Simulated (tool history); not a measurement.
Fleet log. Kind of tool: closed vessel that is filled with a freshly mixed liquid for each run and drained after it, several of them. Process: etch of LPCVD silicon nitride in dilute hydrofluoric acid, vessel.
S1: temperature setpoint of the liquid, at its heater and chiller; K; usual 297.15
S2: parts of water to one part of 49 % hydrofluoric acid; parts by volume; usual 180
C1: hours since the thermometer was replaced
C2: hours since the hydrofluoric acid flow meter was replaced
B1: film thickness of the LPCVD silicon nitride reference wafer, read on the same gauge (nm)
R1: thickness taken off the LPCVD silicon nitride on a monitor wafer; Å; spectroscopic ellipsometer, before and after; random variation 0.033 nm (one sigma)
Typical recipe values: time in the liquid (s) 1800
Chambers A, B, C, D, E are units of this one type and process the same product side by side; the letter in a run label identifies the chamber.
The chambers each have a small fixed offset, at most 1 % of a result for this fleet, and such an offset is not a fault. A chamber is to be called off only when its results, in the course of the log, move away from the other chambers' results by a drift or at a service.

Run 1A, hour 3.4: usual settings; C1 244.8; C2 342.6; B1 140.04. Result: R1 56.240 Å.
Run 2E, hour 5.6: usual settings; C1 1473.2; C2 512.0; B1 139.96. Result: R1 56.033 Å.
Run 3C, hour 8.6: usual settings; C1 1020.4; C2 1303.4; B1 140.00. Result: R1 55.709 Å.
Run 4B, hour 12.1: usual settings; C1 674.0; C2 1156.3; B1 139.99. Result: R1 55.872 Å.
Run 5D, hour 14.9: usual settings; C1 375.8; C2 1798.6; B1 140.02. Result: R1 55.339 Å.
Run 6A, hour 18.5: usual settings; C1 259.9; C2 357.7; B1 140.01. Result: R1 55.301 Å.
Run 7E, hour 21.9: usual settings; C1 1489.5; C2 528.3; B1 140.01. Result: R1 56.315 Å.
Run 8D, hour 25.2: usual settings; C1 386.1; C2 1808.9; B1 140.03. Result: R1 54.981 Å.
Run 9C, hour 27.8: usual settings; C1 1039.6; C2 1322.6; B1 139.98. Result: R1 56.139 Å.
Run 10B, hour 30.0: usual settings; C1 691.9; C2 1174.2; B1 140.00. Result: R1 56.007 Å.
Run 11B, hour 33.5: usual settings but S1 298.65 K, time in the liquid (s) 825; C1 695.4; C2 1177.7; B1 140.03. Result: R1 27.905 Å.
Run 12A, hour 36.4: usual settings but S1 298.65 K, time in the liquid (s) 825; C1 277.8; C2 375.6; B1 139.95. Result: R1 28.412 Å.
Run 13D, hour 40.0: usual settings but S1 298.65 K, time in the liquid (s) 825; C1 400.9; C2 1823.7; B1 140.00. Result: R1 27.524 Å.
Run 14E, hour 43.0: usual settings but S1 298.65 K, time in the liquid (s) 825; C1 1510.6; C2 549.4; B1 140.01. Result: R1 28.279 Å.
Run 15C, hour 47.2: usual settings but S1 298.65 K, time in the liquid (s) 825; C1 1059.0; C2 1342.0; B1 139.98. Result: R1 28.241 Å.
Run 16B, hour 50.0: usual settings; C1 711.9; C2 1194.2; B1 139.99. Result: R1 55.703 Å.
Run 17C, hour 52.6: usual settings; C1 1064.4; C2 1347.4; B1 140.02. Result: R1 56.055 Å.
Run 18A, hour 56.3: usual settings; C1 297.7; C2 395.5; B1 140.01. Result: R1 57.540 Å.
Run 19D, hour 58.7: usual settings; C1 419.6; C2 1842.4; B1 139.99. Result: R1 55.613 Å.
Run 20E, hour 63.0: usual settings; C1 1530.6; C2 569.4; B1 140.02. Result: R1 55.787 Å.
Run 21C, hour 65.2: usual settings; C1 1077.0; C2 1360.0; B1 140.05. Result: R1 55.855 Å.
Run 22D, hour 69.0: usual settings; C1 429.9; C2 1852.7; B1 139.98. Result: R1 55.032 Å.
Run 23E, hour 71.7: usual settings; C1 1539.3; C2 578.1; B1 139.99. Result: R1 55.938 Å.
Run 24A, hour 76.2: usual settings; C1 317.6; C2 415.4; B1 140.00. Result: R1 57.891 Å.
Run 25B, hour 79.5: usual settings; C1 741.4; C2 1223.7; B1 139.99. Result: R1 56.200 Å.
Run 26C, hour 81.5: usual settings; C1 1093.3; C2 1376.3; B1 139.96. Result: R1 56.664 Å.
Run 27D, hour 86.0: usual settings; C1 446.9; C2 1869.7; B1 140.05. Result: R1 55.580 Å.
Run 28B, hour 89.5: usual settings; C1 751.4; C2 1233.7; B1 140.00. Result: R1 56.413 Å.
Run 29E, hour 93.5: usual settings; C1 1561.1; C2 599.9; B1 140.01. Result: R1 56.292 Å.
Run 30A, hour 96.6: usual settings; C1 338.0; C2 435.8; B1 139.95. Result: R1 59.807 Å.
Run 31E, hour 98.9: usual settings; C1 1566.5; C2 605.3; B1 139.94. Result: R1 56.629 Å.
Run 32B, hour 101.3: usual settings; C1 763.2; C2 1245.5; B1 140.01. Result: R1 55.770 Å.
Run 33A, hour 105.4: usual settings; C1 346.8; C2 444.6; B1 140.02. Result: R1 59.769 Å.
Run 34D, hour 109.9: usual settings; C1 470.8; C2 1893.6; B1 139.95. Result: R1 55.420 Å.
Run 35C, hour 113.4: usual settings; C1 1125.2; C2 1408.2; B1 140.00. Result: R1 56.075 Å.

Each of the 5 chambers runs these same settings next. Fill in every chamber's results:
Run 36A, hour 116.7: usual settings but S1 293.15 K. Result: R1 ?.
Run 36B, hour 116.7: usual settings but S1 293.15 K. Result: R1 ?.
Run 36C, hour 116.7: usual settings but S1 293.15 K. Result: R1 ?.
Run 36D, hour 116.7: usual settings but S1 293.15 K. Result: R1 ?.
Run 36E, hour 116.7: usual settings but S1 293.15 K. Result: R1 ?.

run      R1
36A  46.074
36B  42.961
36C  42.589
36D  42.833
36E  43.619

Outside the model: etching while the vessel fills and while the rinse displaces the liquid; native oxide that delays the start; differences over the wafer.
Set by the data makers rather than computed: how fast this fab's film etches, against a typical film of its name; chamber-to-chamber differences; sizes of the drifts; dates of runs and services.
